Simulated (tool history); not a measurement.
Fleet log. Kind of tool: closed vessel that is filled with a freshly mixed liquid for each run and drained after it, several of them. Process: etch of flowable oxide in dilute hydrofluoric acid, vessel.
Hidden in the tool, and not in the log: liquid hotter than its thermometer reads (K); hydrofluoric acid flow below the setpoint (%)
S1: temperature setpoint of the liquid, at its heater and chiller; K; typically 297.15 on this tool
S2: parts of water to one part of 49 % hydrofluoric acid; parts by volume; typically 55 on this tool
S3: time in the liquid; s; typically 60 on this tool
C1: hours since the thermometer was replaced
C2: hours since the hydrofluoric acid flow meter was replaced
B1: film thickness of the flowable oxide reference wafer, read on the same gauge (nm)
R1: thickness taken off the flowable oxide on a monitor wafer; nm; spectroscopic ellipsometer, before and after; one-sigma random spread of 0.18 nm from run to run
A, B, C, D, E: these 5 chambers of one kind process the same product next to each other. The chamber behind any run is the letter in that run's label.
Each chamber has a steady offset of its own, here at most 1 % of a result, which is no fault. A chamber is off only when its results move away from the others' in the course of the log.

Run 1C, hour 7.6: usual settings; C1 696; C2 1133.7; B1 120.01. Result: R1 43.505 nm.
Run 2B, hour 15.3: usual settings; C1 816.2; C2 698.9; B1 120. Result: R1 43.889 nm.
Run 3A, hour 26.3: usual settings; C1 740.8; C2 1449.2; B1 120.03. Result: R1 43.926 nm.
Run 4D, hour 31.3: usual settings; C1 53.2; C2 1521; B1 119.98. Result: R1 43.749 nm.
Run 5E, hour 41.1: usual settings; C1 266.6; C2 1878.2; B1 120.03. Result: R1 43.319 nm.
Run 6D, hour 52: usual settings; C1 73.9; C2 1541.7; B1 119.98. Result: R1 43.652 nm.
Run 7B, hour 57.3: usual settings; C1 858.2; C2 740.9; B1 120. Result: R1 44.105 nm.
Run 8C, hour 65.3: usual settings; C1 753.7; C2 1191.4; B1 120.04. Result: R1 43.802 nm.
Run 9A, hour 70.9: usual settings; C1 785.4; C2 1493.8; B1 120.01. Result: R1 44.295 nm.
Run 10E, hour 76.9: usual settings; C1 302.4; C2 1914; B1 119.97. Result: R1 43.561 nm.
Run 11A, hour 83.4: usual settings; C1 797.9; C2 1506.3; B1 119.99. Result: R1 44.097 nm.
Run 12D, hour 90.4: usual settings; C1 112.3; C2 1580.1; B1 120. Result: R1 44.147 nm.
Run 13E, hour 98.1: usual settings but S1 301.15 K, S3 75 s; C1 323.6; C2 1935.2; B1 120.02. Result: R1 64.201 nm.
Run 14C, hour 102.9: usual settings but S1 301.15 K, S3 75 s; C1 791.3; C2 1229; B1 119.99. Result: R1 63.594 nm.
Run 15B, hour 113.8: usual settings but S1 301.15 K, S3 75 s; C1 914.7; C2 797.4; B1 119.99. Result: R1 64.919 nm.
Run 16E, hour 120.1: usual settings but S1 301.15 K, S3 75 s; C1 345.6; C2 1957.2; B1 120.01. Result: R1 63.783 nm.
Run 17C, hour 126.8: usual settings but S1 301.15 K, S3 75 s; C1 815.2; C2 1252.9; B1 119.98. Result: R1 63.914 nm.
Run 18D, hour 133.8: usual settings; C1 155.7; C2 1623.5; B1 120.01. Result: R1 43.516 nm.
Run 19A, hour 143.2: usual settings; C1 857.7; C2 1566.1; B1 119.99. Result: R1 44.891 nm.
Run 20B, hour 152.2: usual settings; C1 953.1; C2 835.8; B1 119.99. Result: R1 43.973 nm.
Run 21B, hour 157.6: usual settings; C1 958.5; C2 841.2; B1 119.98. Result: R1 44.131 nm.
Run 22D, hour 166.3: usual settings; C1 188.2; C2 1656; B1 119.99. Result: R1 43.824 nm.
Run 23A, hour 171.1: usual settings but S1 295.15 K, S3 35 s; C1 885.6; C2 1594; B1 120.05. Result: R1 23.912 nm.
Run 24E, hour 176.6: usual settings but S1 295.15 K, S3 35 s; C1 402.1; C2 2013.7; B1 119.98. Result: R1 23.19 nm.
Run 25C, hour 184.6: usual settings but S1 295.15 K, S3 35 s; C1 873; C2 1310.7; B1 120.01. Result: R1 23.392 nm.
Run 26B, hour 191.9: usual settings but S1 295.15 K, S3 35 s; C1 992.8; C2 875.5; B1 120.04. Result: R1 23.668 nm.
Run 27E, hour 200.6: usual settings but S1 295.15 K, S3 35 s; C1 426.1; C2 2037.7; B1 120. Result: R1 23.26 nm.
Run 28C, hour 207.6: usual settings but S1 302.15 K, S3 85 s; C1 896; C2 1333.7; B1 120.02. Result: R1 75.719 nm.
Run 29D, hour 217.9: usual settings but S1 302.15 K, S3 85 s; C1 239.8; C2 1707.6; B1 120.03. Result: R1 75.456 nm.
Run 30A, hour 228.7: usual settings but S1 302.15 K, S3 85 s; C1 943.2; C2 1651.6; B1 119.97. Result: R1 77.717 nm.
Run 31B, hour 234.1: usual settings but S1 302.15 K, S3 85 s; C1 1035; C2 917.7; B1 120.01. Result: R1 75.942 nm.
Run 32C, hour 242: usual settings but S1 302.15 K, S3 85 s; C1 930.4; C2 1368.1; B1 120.04. Result: R1 75.119 nm.
Run 33A, hour 248.8: usual settings; C1 963.3; C2 1671.7; B1 120.02. Result: R1 44.861 nm.
Run 34E, hour 254.6: usual settings but S2 85 parts by volume; C1 480.1; C2 2091.7; B1 119.97. Result: R1 27.123 nm.
Run 35D, hour 263.1: usual settings but S2 85 parts by volume; C1 285; C2 1752.8; B1 120.03. Result: R1 27.334 nm.
Run 36E, hour 269.6: usual settings but S2 85 parts by volume; C1 495.1; C2 2106.7; B1 120. Result: R1 27.281 nm.
Run 37C, hour 278.8: usual settings but S2 85 parts by volume; C1 967.2; C2 1404.9; B1 120.01. Result: R1 26.968 nm.
Run 38B, hour 283.8: usual settings but S2 85 parts by volume; C1 1084.7; C2 967.4; B1 120. Result: R1 27.152 nm.
Run 39A, hour 294.1: usual settings; C1 1008.6; C2 1717; B1 120.03. Result: R1 45.245 nm.
Run 40D, hour 302: usual settings but S2 35 parts by volume, S3 35 s; C1 323.9; C2 1791.7; B1 120. Result: R1 40.943 nm.

All chambers now run identical settings, listed one chamber a line with results as question marks. What results will each chamber show?
Run 41A, hour 309.9: usual settings. Result: R1 ?.
Run 41B, hour 309.9: usual settings. Result: R1 ?.
Run 41C, hour 309.9: usual settings. Result: R1 ?.
Run 41D, hour 309.9: usual settings. Result: R1 ?.
Run 41E, hour 309.9: usual settings. Result: R1 ?.

run      R1
41A  45.434
41B  44.204
41C  43.519
41D  43.624
41E  43.184
